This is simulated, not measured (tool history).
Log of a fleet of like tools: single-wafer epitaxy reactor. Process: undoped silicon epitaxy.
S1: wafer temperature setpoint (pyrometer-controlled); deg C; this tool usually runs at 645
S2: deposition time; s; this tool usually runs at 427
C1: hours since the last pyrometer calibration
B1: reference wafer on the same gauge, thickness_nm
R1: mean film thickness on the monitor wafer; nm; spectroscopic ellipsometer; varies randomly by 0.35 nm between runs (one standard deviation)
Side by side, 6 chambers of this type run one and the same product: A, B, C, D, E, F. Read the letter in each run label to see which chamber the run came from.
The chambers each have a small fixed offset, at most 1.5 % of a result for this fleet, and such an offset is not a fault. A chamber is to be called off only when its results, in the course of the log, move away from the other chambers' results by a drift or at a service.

run   hour   S1   S2      C1      B1      R1
 1A    8.4  645  427  1257.9  55.066  64.701
 2C   16.1  645  427   356.9  55.074  64.915
 3B   20.3  645  427  1952.4  55.095   64.19
 4D   25.2  645  427      87  55.131  63.568
 5F   33.5  645  427    2037  55.045  64.101
 6E     39  645  427   976.8  55.105  64.191
 7E   43.8  645  427   981.6  55.056  64.792
 8D   51.8  645  427   113.6  55.207  63.491
 9A   57.1  645  427  1306.6  55.071  64.818
10F   61.3  645  427  2064.8  55.161  64.564
11C   66.4  645  427   407.2  54.969  64.937
12B   71.9  645  427    2004   55.12  64.117
13A   77.6  645  427  1327.1  55.141  65.136
14E   85.7  645  427  1023.5  55.147  64.515
15B   91.9  645  427    2024  55.067   63.84
16C  100.5  632  368   441.3  55.064  41.419
17F    107  632  368  2110.5  55.148   41.78
18D  114.1  632  368   175.9  55.114  41.009
19C  120.5  632  368   461.3  55.208  41.483
20D  128.7  632  368   190.5   55.15  40.727
21E  135.5  632  368  1073.3   55.14  41.679
22F    144  645  427  2147.5  55.089  64.432
23B  152.1  645  427  2084.2  55.051   64.04
24A  159.6  645  427  1409.1  55.105  65.012
25C  166.4  645  427   507.2  55.038  64.841
26A  171.8  645  427  1421.3  55.128  64.744
27F  179.4  645  427  2182.9  55.107  64.202
28E  185.8  645  427  1123.6  55.228  64.812
29D  190.3  645  427   252.1    55.1   63.49
30B  197.7  645  427  2129.8  55.069   64.22
31F    202  645  427  2205.5  55.081  63.884
32A  206.4  645  427  1455.9  55.086  64.652
33C  213.4  645  427   554.2  55.092  65.221
34B  220.6  645  427  2152.7  55.024  64.135
35D  225.3  645  427   287.1  55.068  63.234
36E  233.5  645  427  1171.3   55.08   64.76
37F  239.2  645  427  2242.7    55.1  64.894
38C  243.3  645  427   584.1   55.08  64.685
39D  250.3  655  457   312.1  55.026  84.094
40A  258.9  655  457  1508.4  55.082   86.25

Is one chamber off against the others, does the gauge drift, or is nothing wrong? If a chamber is off, say which, and what the likeliest cause is.

Neither any chamber nor the gauge drifts; the chambers differ only by their own small, steady offsets.

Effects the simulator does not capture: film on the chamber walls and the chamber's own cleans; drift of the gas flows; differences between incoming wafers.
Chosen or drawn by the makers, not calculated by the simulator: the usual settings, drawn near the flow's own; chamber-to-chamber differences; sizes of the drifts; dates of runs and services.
